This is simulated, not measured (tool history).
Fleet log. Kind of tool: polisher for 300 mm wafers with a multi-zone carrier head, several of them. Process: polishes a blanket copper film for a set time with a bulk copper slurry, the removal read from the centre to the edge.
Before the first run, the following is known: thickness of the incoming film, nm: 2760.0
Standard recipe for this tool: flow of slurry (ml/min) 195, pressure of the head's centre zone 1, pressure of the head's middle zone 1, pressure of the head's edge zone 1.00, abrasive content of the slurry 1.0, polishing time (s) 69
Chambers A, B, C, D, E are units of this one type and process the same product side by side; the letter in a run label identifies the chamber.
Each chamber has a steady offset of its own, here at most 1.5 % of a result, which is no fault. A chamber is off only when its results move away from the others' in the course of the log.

run	hour	flow of slurry (ml/min)	pressure of the head's centre zone	pressure of the head's middle zone	pressure of the head's edge zone	abrasive content of the slurry	polishing time (s)	wafers polished on this pad	hours since the slurry nozzle was cleaned	hours since the centre zone pressure was calibrated	hours since the edge zone pressure was calibrated	film removed at the wafer's centre (angstrom)	film removed at mid-radius (angstrom)	film removed at the wafer's edge (angstrom)
# hour 6.1: chamber E: worn pad replaced by a new one
# hour 9.0: chamber B: edge zone pressure recalibrated
1E	10.3	195	1	1	1.00	1.0	69	37	159.2	28.0	1176.6	6269.8	6352.6	6265.5
2C	17.3	195	1	1	1.00	1.0	69	675	478.8	391.2	20.7	6301.0	6280.9	6312.9
3B	23.9	195	1	1	1.00	1.0	69	289	456.1	176.0	15.0	6299.3	6392.5	6247.8
# hour 31.2: chamber C: worn pad replaced by a new one
4D	35.5	195	1	1	1.00	1.0	69	356	159.9	929.4	953.6	6325.6	6396.9	6360.9
# hour 36.3: chamber A: worn pad replaced by a new one
5A	45.1	195	1	1	1.00	1.0	69	77	45.8	568.9	195.6	6247.0	6263.8	6272.7
6E	54.5	195	1	1	1.00	1.0	69	422	203.4	72.2	1220.8	6288.1	6300.6	6173.1
7A	63.3	195	1	1	1.00	1.0	69	235	64.0	587.1	213.8	6269.5	6278.5	6354.6
# hour 63.6: chamber B: slurry nozzle cleaned
8D	68.3	195	1	1	1.00	1.0	69	642	192.7	962.2	986.4	6318.3	6334.4	6277.6
9C	73.8	195	1	1	1.00	1.0	69	372	535.3	447.7	77.2	6280.0	6360.2	6230.3
10B	79.2	195	1	1	1.00	1.0	69	771	15.7	231.3	70.3	6415.8	6464.9	6270.3
# hour 80.3: chamber D: worn pad replaced by a new one
11A	86.7	195	1	1	1.00	1.0	69	439	87.4	610.5	237.2	6186.6	6376.5	6356.2
# hour 96.1: chamber E: edge zone pressure recalibrated
12E	96.5	175	1	1	1.00	1.0	69	789	245.4	114.2	0.5	6077.7	6279.0	6170.1
13B	106.2	175	1	1	1.00	1.0	69	1007	42.7	258.3	97.3	6107.5	6210.3	6202.9
# hour 110.1: chamber E: worn pad replaced by a new one
# hour 113.1: chamber A: worn pad replaced by a new one
# hour 113.4: chamber C: slurry nozzle cleaned
14D	116.0	175	1	1	1.00	1.0	69	311	240.4	1009.9	1034.1	6114.4	6310.9	6185.4
# hour 119.2: chamber C: worn pad replaced by a new one
15C	124.8	175	1	1	1.00	1.0	69	48	11.4	498.7	128.2	6156.4	6237.5	6200.8
16B	135.3	175	1	1	1.00	1.0	69	1260	71.8	287.4	126.4	6164.2	6263.8	6107.9
17A	144.6	195	1	1	1.00	1.2	69	275	145.3	668.4	295.1	6469.2	6565.6	6596.1
18E	150.8	195	1	1	1.00	1.2	69	355	299.7	168.5	54.8	6551.6	6534.8	6500.7
# hour 158.1: chamber B: worn pad replaced by a new one
19D	158.9	195	1	1	1.00	1.2	69	685	283.3	1052.8	1077.0	6584.5	6711.3	6527.0
# hour 160.9: chamber D: worn pad replaced by a new one
20C	164.8	195	1	1	1.00	1.2	69	397	51.4	538.7	168.2	6454.9	6611.3	6571.1
21A	175.3	195	1	1	1.00	1.2	69	543	176.0	699.1	325.8	6586.3	6636.5	6685.1
# hour 177.8: chamber A: worn pad replaced by a new one
22D	182.4	195	1	1	1.00	1.0	69	188	306.8	1076.3	1100.5	6193.8	6430.6	6347.0
# hour 187.6: chamber D: centre zone pressure recalibrated
23E	190.5	195	1	1	1.00	1.0	69	701	339.4	208.2	94.5	6246.1	6304.9	6151.9
24B	202.1	195	1	1	1.00	1.0	69	383	138.6	354.2	193.2	6237.3	6270.8	6259.8
# hour 207.3: chamber C: worn pad replaced by a new one
25C	209.9	195	1	1	1.00	1.0	69	23	96.5	583.8	213.3	6388.0	6319.0	6310.5
# hour 211.1: chamber E: worn pad replaced by a new one
26C	218.3	195	1	1	1.00	1.0	69	96	104.9	592.2	221.7	6357.5	6310.8	6406.9
27D	224.7	195	1	1	1.00	1.0	69	556	349.1	37.1	1142.8	6961.3	6306.1	6344.3
28B	232.6	165	1	1	0.91	1.0	69	649	169.1	384.7	223.7	6183.7	6185.7	5898.4
29E	243.1	165	1	1	0.91	1.0	69	279	392.0	260.8	147.1	6199.3	6122.1	5778.9
30A	248.3	165	1	1	0.91	1.0	69	615	249.0	772.1	398.8	6070.7	6109.9	5920.0
# hour 249.9: chamber D: worn pad replaced by a new one
# hour 255.6: chamber A: worn pad replaced by a new one
31C	259.1	165	1	1	0.91	1.0	69	452	145.7	633.0	262.5	6226.1	6151.6	5864.4
32D	270.1	165	1	1	0.91	1.0	69	176	394.5	82.5	1188.2	6769.2	6156.0	5754.1
33E	276.3	195	1	1	1.00	1.0	69	569	425.2	294.0	180.3	6269.5	6345.5	6340.0
34A	283.6	195	1	1	1.00	1.0	69	244	284.3	807.4	434.1	6154.4	6316.7	6406.8
35B	292.4	195	1	1	1.00	1.0	69	1171	228.9	444.5	283.5	6310.4	6406.1	6162.0
36A	301.9	195	1	1	1.00	1.0	69	404	302.6	825.7	452.4	6184.8	6314.8	6317.4
37D	312.3	195	1	1	1.00	1.0	69	544	436.7	124.7	1230.4	6979.8	6399.3	6431.0

Which is it: a chamber that has drifted or been left off by a service, a gauge drift common to all chambers, or only each chamber's usual small offset? If a chamber is off, name it and its likeliest cause.

Chamber D has stood off from the others ever since a service on it.
Cause: centre zone's pressure above its setpoint, % = 8.72.

Which of the 4 candidates below, each the usual settings with something changed and its results left as question marks, puts chamber D back in line with what the other chambers give on the usual settings?
In line here means within this much of the mean the other chambers give on the usual settings: film removed at the wafer's centre (angstrom) 230.0; film removed at mid-radius (angstrom) 150.0; film removed at the wafer's edge (angstrom) 240.0
38D-1	320.5	195	1.02	1.00	0.99	1.0	69					?	?	?
38D-2	320.5	190	0.93	1.01	1.03	1.0	68					?	?	?
38D-3	320.5	200	1.07	0.99	0.97	1.0	70					?	?	?
38D-4	320.5	195	0.98	1.00	1.01	1.0	69					?	?	?

On the usual settings, the other chambers give on average: film removed at the wafer's centre (angstrom) 6288.5; film removed at mid-radius (angstrom) 6337.4; film removed at the wafer's edge (angstrom) 6286.4
run	film removed at the wafer's centre (angstrom)	film removed at mid-radius (angstrom)	film removed at the wafer's edge (angstrom)
38D-1	7139.7	6358.4	6306.7
38D-2	6333.1	6301.6	6326.5
38D-3	7660.6	6414.0	6349.2
38D-4	6834.7	6359.8	6372.9
The answer is 38D-2, which returns the chamber to within the allowed miss of the others.
